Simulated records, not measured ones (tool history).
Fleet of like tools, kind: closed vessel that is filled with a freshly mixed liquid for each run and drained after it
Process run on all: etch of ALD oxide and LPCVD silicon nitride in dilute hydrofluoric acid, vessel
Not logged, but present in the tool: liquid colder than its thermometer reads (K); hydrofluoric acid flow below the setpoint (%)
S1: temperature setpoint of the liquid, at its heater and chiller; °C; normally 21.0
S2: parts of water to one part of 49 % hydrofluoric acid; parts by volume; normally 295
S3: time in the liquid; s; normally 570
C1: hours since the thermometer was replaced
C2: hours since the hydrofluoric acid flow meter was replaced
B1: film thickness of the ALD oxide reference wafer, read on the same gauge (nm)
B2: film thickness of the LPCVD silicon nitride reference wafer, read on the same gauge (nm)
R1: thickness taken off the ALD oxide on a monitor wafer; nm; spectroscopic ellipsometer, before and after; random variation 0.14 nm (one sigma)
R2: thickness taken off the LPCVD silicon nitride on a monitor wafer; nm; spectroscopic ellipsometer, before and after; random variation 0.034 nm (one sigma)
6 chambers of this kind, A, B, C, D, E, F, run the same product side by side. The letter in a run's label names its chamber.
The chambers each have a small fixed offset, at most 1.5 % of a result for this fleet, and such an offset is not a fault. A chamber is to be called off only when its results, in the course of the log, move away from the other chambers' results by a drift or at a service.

run   hour    S1   S2   S3      C1      C2      B1      B2      R1       R2
 1A    8.3  21.0  295  570  1124.0   317.1  70.000  59.988  31.623  0.92942
 2C   20.3  21.0  295  570  1488.3  1185.9  69.976  60.016  31.479  0.90808
 3B   25.8  21.0  295  570   200.5   352.4  69.987  60.009  31.674  0.95380
 4E   32.8  21.0  295  570  2082.3   111.3  69.997  59.993  31.591  0.96519
 5F   39.3  21.0  295  570   636.6   911.9  69.998  59.996  31.002  0.97277
 6D   50.2  21.0  295  570    52.1  1136.1  69.981  59.997  31.491  0.94833
 7C   57.2  21.0  175  570  1525.2  1222.8  70.006  59.990  58.493  1.53460
 8F   66.7  21.0  175  570   664.0   939.3  69.994  60.001  59.362  1.62700
 9E   77.8  21.0  175  570  2127.3   156.3  69.986  60.004  59.554  1.66130
10B   88.2  21.0  175  570   262.9   414.8  70.017  60.017  60.220  1.51510
      89.4  -- chamber C: hydrofluoric acid flow meter replaced
11D   97.6  21.0  175  570    99.5  1183.5  70.025  59.995  60.391  1.60940
12A  107.9  21.0  175  570  1223.6   416.7  69.975  60.017  60.112  1.58130
13E  113.8  21.0  295  570  2163.3   192.3  69.985  59.956  31.638  0.91267
14B  124.2  21.0  295  570   298.9   450.8  70.000  60.013  31.695  0.91793
15D  135.1  21.0  295  570   137.0  1221.0  69.985  59.997  31.402  0.96547
16F  146.3  21.0  295  570   743.6  1018.9  70.011  59.989  31.405  0.90620
17A  156.0  21.0  295  570  1271.7   464.8  70.033  59.991  31.370  0.99419
18C  167.8  21.0  295  570  1635.8    78.4  69.986  60.021  31.187  0.89636
     176.7  -- chamber C: thermometer replaced
19E  177.6  21.0  295  570  2227.1   256.1  69.992  59.975  31.483  0.99204
20F  188.5  21.0  295  570   785.8  1061.1  69.992  59.984  30.806  0.90570
21D  196.6  21.0  295  570   198.5  1282.5  70.019  60.035  31.395  0.97228
22A  205.7  24.5  345  570  1321.4   514.5  70.016  60.021  28.776  0.99708
23C  215.1  24.5  345  570    38.4   125.7  69.992  60.002  28.697  1.00870
24B  221.2  24.5  345  570   395.9   547.8  70.000  60.004  29.174  1.00240
25E  231.0  24.5  345  570  2280.5   309.5  69.991  59.987  28.982  1.00710
26A  238.4  24.5  345  570  1354.1   547.2  70.016  59.994  28.683  0.99366
27F  246.9  24.5  345  570   844.2  1119.5  69.982  59.987  28.601  1.05060
28C  253.3  21.0  295  570    76.6   163.9  69.993  60.010  31.549  0.92145
29D  264.2  21.0  295  570   266.1  1350.1  69.989  59.998  31.282  0.97554
30B  270.8  17.5  295  570   445.5   597.4  70.015  59.962  27.845  0.78365
31A  282.4  17.5  295  570  1398.1   591.2  69.979  60.026  27.616  0.73814
32F  288.7  17.5  295  570   886.0  1161.3  69.992  59.982  27.506  0.77519
33B  299.8  17.5  295  570   474.5   626.4  70.000  59.972  27.743  0.74787
34E  305.2  17.5  295  570  2354.7   383.7  70.018  59.999  27.885  0.73094
35C  311.5  17.5  295  570   134.8   222.1  69.981  59.976  27.784  0.74011
36D  320.1  21.0  295  570   322.0  1406.0  69.986  60.019  31.362  0.93633

One chamber off, gauge drift, or nothing amiss beyond the chambers' own small offsets? If it is a chamber, which one, and what is the likeliest cause?

Beyond each chamber's small constant offset nothing stands out, and the gauge stays steady.

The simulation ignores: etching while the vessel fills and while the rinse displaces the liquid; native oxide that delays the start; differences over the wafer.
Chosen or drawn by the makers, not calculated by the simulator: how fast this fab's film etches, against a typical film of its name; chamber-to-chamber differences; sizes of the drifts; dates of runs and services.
